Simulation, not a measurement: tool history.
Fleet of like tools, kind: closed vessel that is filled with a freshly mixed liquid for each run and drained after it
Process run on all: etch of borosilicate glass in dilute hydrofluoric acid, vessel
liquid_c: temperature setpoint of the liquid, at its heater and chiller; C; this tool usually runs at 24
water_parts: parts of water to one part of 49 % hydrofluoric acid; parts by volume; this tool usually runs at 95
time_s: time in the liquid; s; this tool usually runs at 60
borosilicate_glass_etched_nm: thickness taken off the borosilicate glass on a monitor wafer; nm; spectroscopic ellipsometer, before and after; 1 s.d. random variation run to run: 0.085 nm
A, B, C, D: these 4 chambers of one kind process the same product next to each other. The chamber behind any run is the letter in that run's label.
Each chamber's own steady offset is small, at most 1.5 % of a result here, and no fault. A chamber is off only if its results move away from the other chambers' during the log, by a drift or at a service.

run	hour	liquid_c	water_parts	time_s	read-back film thickness of the borosilicate glass reference wafer, read on the same gauge (nm)	borosilicate_glass_etched_nm
1D	6	24	95	60	89.997	13.604
2C	11.4	24	95	60	90.008	13.547
3B	17.9	24	95	60	90.017	13.581
4A	25.8	24	95	60	89.982	13.518
5A	29.2	24	95	60	90.002	13.367
6C	34	24	95	60	89.99	13.583
7D	39.3	24	95	60	90	13.458
8B	44.1	24	95	60	89.998	13.723
9C	48	24	95	60	90.011	13.637
10B	55	24	95	60	89.975	13.777
11D	62.1	24	95	60	90.005	13.633
12A	68	24	95	60	89.989	13.515
13A	73.3	24	95	60	90.001	13.305
14B	77.8	24	95	60	90.025	13.782
15C	82.6	24	95	60	89.99	13.719
16D	89.9	24	95	60	90.013	13.596
17A	97.1	24	95	60	90.001	13.187
18B	101.9	24	95	60	90.015	13.718
19C	105.9	24	95	60	90.014	13.646
# hour 107.9: chamber B: thermometer replaced
20D	113.6	24	75	60	89.998	17.79
21B	117.3	24	75	60	89.984	17.819
22A	122.2	24	75	60	89.989	16.823
23D	129.4	24	75	60	89.985	17.685
24C	134.8	20.5	95	75	89.986	14.831
25D	139.5	20.5	95	75	90.001	14.764
26B	145.6	20.5	95	75	89.973	14.948
27A	149.5	20.5	95	75	90.001	13.759
28C	154.5	24	55	30	89.991	12.444
29B	160.1	24	55	30	90.009	12.266
30D	164.1	24	55	30	89.984	12.523
31A	170	24	55	30	90	11.559
32C	173.9	24	95	60	89.988	13.442
33B	178.1	24	95	60	89.992	13.773
34D	185.1	24	95	60	90.007	13.563

Is one chamber off against the others, does the gauge drift, or is nothing wrong? If a chamber is off, say which, and what the likeliest cause is.

Chamber A drifts away from the others.
Likeliest cause: hydrofluoric acid flow below the setpoint (%) = 7.85.
The log might look much the same if the cause were instead: liquid colder than its thermometer reads (K).

Which of the 4 candidates below, each the usual settings with something changed and its results left as question marks, puts chamber A back in line with what the other chambers give on the usual settings?
To be in line, a result may differ from the other chambers' mean on the usual settings by at most: borosilicate_glass_etched_nm 0.3 nm
35A-1	190.8	20	95	60		?
35A-2	190.8	21.5	95	60		?
35A-3	190.8	26.5	95	60		?
35A-4	190.8	24	95	70		?

Other chambers, usual settings, mean: borosilicate_glass_etched_nm 13.606 nm
run	borosilicate_glass_etched_nm
35A-1	10.398
35A-2	11.062
35A-3	13.52
35A-4	14.284
With 35A-3, the chamber falls back in line with the rest.
